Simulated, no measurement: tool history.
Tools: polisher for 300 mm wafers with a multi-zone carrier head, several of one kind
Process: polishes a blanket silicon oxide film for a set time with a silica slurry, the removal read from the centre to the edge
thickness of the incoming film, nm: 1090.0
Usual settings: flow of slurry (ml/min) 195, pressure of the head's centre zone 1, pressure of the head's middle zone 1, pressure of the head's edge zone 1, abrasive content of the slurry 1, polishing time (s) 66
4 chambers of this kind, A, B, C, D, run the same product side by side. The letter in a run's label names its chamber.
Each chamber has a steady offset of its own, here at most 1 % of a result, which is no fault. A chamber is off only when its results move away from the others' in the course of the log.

| run | hour | flow of slurry (ml/min) | pressure of the head's centre zone | pressure of the head's middle zone | pressure of the head's edge zone | abrasive content of the slurry | polishing time (s) | wafers polished on this pad | hours since the slurry nozzle was cleaned | hours since the centre zone pressure was calibrated | hours since the edge zone pressure was calibrated | film removed at the wafer's centre (Å) | film removed at mid-radius (Å) | film removed at the wafer's edge (Å) |
|---|---|---|---|---|---|---|---|---|---|---|---|---|---|---|
| 1C | 4.1 | 195 | 1 | 1 | 1 | 1 | 66 | 631 | 325.5 | 560.4 | 1176.7 | 2919 | 2807 | 2788.6 |
| 2D | 9.2 | 195 | 1 | 1 | 1 | 1 | 66 | 408 | 86.7 | 820.3 | 72.6 | 2828.6 | 2828.8 | 2820.6 |
| 3A | 13.2 | 195 | 1 | 1 | 1 | 1 | 66 | 444 | 306.3 | 440.9 | 269.3 | 2888.8 | 2886.2 | 2809.2 |
|  | 13.8 | chamber C: slurry nozzle cleaned |
| 4B | 17.3 | 195 | 1 | 1 | 1 | 1 | 66 | 335 | 229 | 243.9 | 252.7 | 2823.7 | 2798.6 | 2827.2 |
| 5B | 21.3 | 195 | 1 | 1 | 1 | 1 | 66 | 374 | 233 | 247.9 | 256.7 | 2782.6 | 2813.9 | 2831.6 |
|  | 26.7 | chamber B: slurry nozzle cleaned |
| 6D | 26.8 | 195 | 1 | 1 | 1 | 1 | 66 | 579 | 104.3 | 837.9 | 90.2 | 2856.5 | 2804.1 | 2862.4 |
|  | 31.8 | chamber C: worn pad replaced by a new one |
| 7C | 32 | 195 | 1 | 1 | 1 | 1 | 66 | 2 | 18.3 | 588.3 | 1204.6 | 2902.8 | 2809.6 | 2804.7 |
| 8A | 35.1 | 195 | 1 | 1 | 1 | 1 | 66 | 658 | 328.2 | 462.8 | 291.2 | 2850 | 2872.8 | 2835.2 |
| 9A | 39.4 | 195 | 1 | 1 | 1 | 1 | 66 | 700 | 332.5 | 467.1 | 295.5 | 2852.2 | 2810.7 | 2849.2 |
|  | 41.8 | chamber B: worn pad replaced by a new one |
| 10D | 42.7 | 195 | 1 | 1 | 1 | 1 | 66 | 734 | 120.2 | 853.8 | 106.1 | 2814.1 | 2850.8 | 2830 |
| 11C | 47.8 | 195 | 1 | 1 | 1 | 1 | 66 | 156 | 34.1 | 604.1 | 1220.4 | 2886.5 | 2788.8 | 2861.1 |
| 12B | 51.8 | 195 | 1 | 1 | 1 | 1 | 66 | 97 | 25.1 | 278.4 | 287.2 | 2800.8 | 2811.1 | 2836.5 |
|  | 52 | chamber D: worn pad replaced by a new one |
| 13C | 56.6 | 195 | 1 | 1 | 1 | 1 | 66 | 242 | 42.9 | 612.9 | 1229.2 | 2793.6 | 2847.7 | 2854.5 |
| 14D | 59.3 | 155 | 1 | 1 | 1 | 1 | 85 | 71 | 136.8 | 870.4 | 122.7 | 3501.4 | 3508.8 | 3602.9 |
| 15A | 64.9 | 155 | 1 | 1 | 1 | 1 | 85 | 949 | 358 | 492.6 | 321 | 3533.7 | 3537.2 | 3553.6 |
| 16B | 70.2 | 155 | 1 | 1 | 1 | 1 | 85 | 276 | 43.5 | 296.8 | 305.6 | 3591.8 | 3562.6 | 3485.5 |
| 17A | 74.4 | 155 | 1 | 1 | 1 | 1 | 85 | 1041 | 367.5 | 502.1 | 330.5 | 3375.4 | 3537.2 | 3533.8 |
| 18C | 77 | 195 | 1 | 1 | 1 | 1 | 66 | 441 | 63.3 | 633.3 | 1249.6 | 2849.3 | 2815.1 | 2814.2 |
| 19B | 80.6 | 195 | 1 | 1 | 1 | 1 | 66 | 378 | 53.9 | 307.2 | 316 | 2789.4 | 2875.6 | 2839.2 |
| 20D | 83.2 | 195 | 1 | 1 | 1 | 1 | 66 | 304 | 160.7 | 894.3 | 146.6 | 2872.1 | 2884.1 | 2893.2 |
| 21C | 86.5 | 195 | 1 | 1 | 1 | 1 | 66 | 533 | 72.8 | 642.8 | 1259.1 | 2889.7 | 2830.6 | 2833.9 |
| 22B | 89.1 | 195 | 1 | 1 | 1 | 1 | 66 | 461 | 62.4 | 315.7 | 324.5 | 2866.8 | 2858.7 | 2841.3 |
| 23D | 93 | 195 | 1 | 1 | 1 | 1 | 79 | 400 | 170.5 | 904.1 | 156.4 | 3447.4 | 3436.7 | 3407.2 |
|  | 94.1 | chamber D: centre zone pressure recalibrated |
| 24A | 97 | 195 | 1 | 1 | 1 | 1 | 79 | 1261 | 390.1 | 524.7 | 353.1 | 3410.7 | 3447.7 | 3398.4 |
| 25D | 99.8 | 195 | 1 | 1 | 1 | 1 | 79 | 466 | 177.3 | 5.7 | 163.2 | 3174.3 | 3372.1 | 3454 |
|  | 101.1 | chamber B: worn pad replaced by a new one |
|  | 103.4 | chamber A: centre zone pressure recalibrated |
| 26B | 104.6 | 195 | 1 | 1 | 1 | 1 | 79 | 34 | 77.9 | 331.2 | 340 | 3416 | 3433.2 | 3401.9 |
| 27A | 108.6 | 195 | 1 | 1 | 1 | 1 | 66 | 1375 | 401.7 | 5.2 | 364.7 | 2834 | 2904.6 | 2819.1 |
| 28C | 113.7 | 195 | 1 | 1 | 1 | 1 | 66 | 798 | 100 | 670 | 1286.3 | 2918.9 | 2836.7 | 2840.2 |
|  | 115.4 | chamber A: worn pad replaced by a new one |
|  | 117 | chamber D: slurry nozzle cleaned |
| 29A | 119 | 195 | 1 | 1 | 1 | 1 | 66 | 35 | 412.1 | 15.6 | 375.1 | 2888.2 | 2838.7 | 2875.8 |
| 30B | 122.5 | 165 | 1.04 | 1 | 1 | 1 | 66 | 208 | 95.8 | 349.1 | 357.9 | 2868.8 | 2750.6 | 2802.5 |
| 31C | 127.6 | 165 | 1.04 | 1 | 1 | 1 | 66 | 934 | 113.9 | 683.9 | 1300.2 | 2867 | 2746.1 | 2788.7 |
|  | 128.2 | chamber C: worn pad replaced by a new one |
| 32D | 132.4 | 165 | 1.04 | 1 | 1 | 1 | 66 | 784 | 15.4 | 38.3 | 195.8 | 2748.1 | 2767.6 | 2793.7 |
| 33B | 136.6 | 165 | 1.04 | 1 | 1 | 1 | 66 | 346 | 109.9 | 363.2 | 372 | 2838.7 | 2758.6 | 2759 |
| 34C | 140.2 | 195 | 1 | 1 | 1 | 1 | 66 | 117 | 126.5 | 696.5 | 1312.8 | 2914.1 | 2801.4 | 2846.4 |
| 35D | 145.4 | 195 | 1 | 1 | 1 | 1 | 66 | 911 | 28.4 | 51.3 | 208.8 | 2604.8 | 2850 | 2852.5 |
| 36A | 149.7 | 195 | 1 | 1 | 1 | 1 | 66 | 335 | 442.8 | 46.3 | 405.8 | 2880 | 2843.2 | 2794.5 |
| 37D | 153 | 195 | 1 | 1 | 1 | 1 | 66 | 985 | 36 | 58.9 | 216.4 | 2678.6 | 2871.7 | 2827.4 |
|  | 154.1 | chamber A: slurry nozzle cleaned |
| 38B | 158.4 | 195 | 1 | 1 | 1 | 1 | 66 | 558 | 131.7 | 385 | 393.8 | 2824.6 | 2856 | 2817.2 |
| 39A | 162.8 | 195 | 1 | 1 | 1 | 1 | 66 | 462 | 8.7 | 59.4 | 418.9 | 2777.3 | 2867.9 | 2822.7 |

All 4 chambers run these settings next. Forecast each chamber's results:
| 40A | 167 | 195 | 1 | 1 | 1 | 1 | 66 |  |  |  |  | ? | ? | ? |
| 40B | 167 | 195 | 1 | 1 | 1 | 1 | 66 |  |  |  |  | ? | ? | ? |
| 40C | 167 | 195 | 1 | 1 | 1 | 1 | 66 |  |  |  |  | ? | ? | ? |
| 40D | 167 | 195 | 1 | 1 | 1 | 1 | 66 |  |  |  |  | ? | ? | ? |

| run | film removed at the wafer's centre (Å) | film removed at mid-radius (Å) | film removed at the wafer's edge (Å) |
|---|---|---|---|
| 40A | 2863.8 | 2850.9 | 2851.8 |
| 40B | 2787.8 | 2833.6 | 2810.9 |
| 40C | 2922.9 | 2812.1 | 2793.7 |
| 40D | 2579.2 | 2846.5 | 2820.8 |
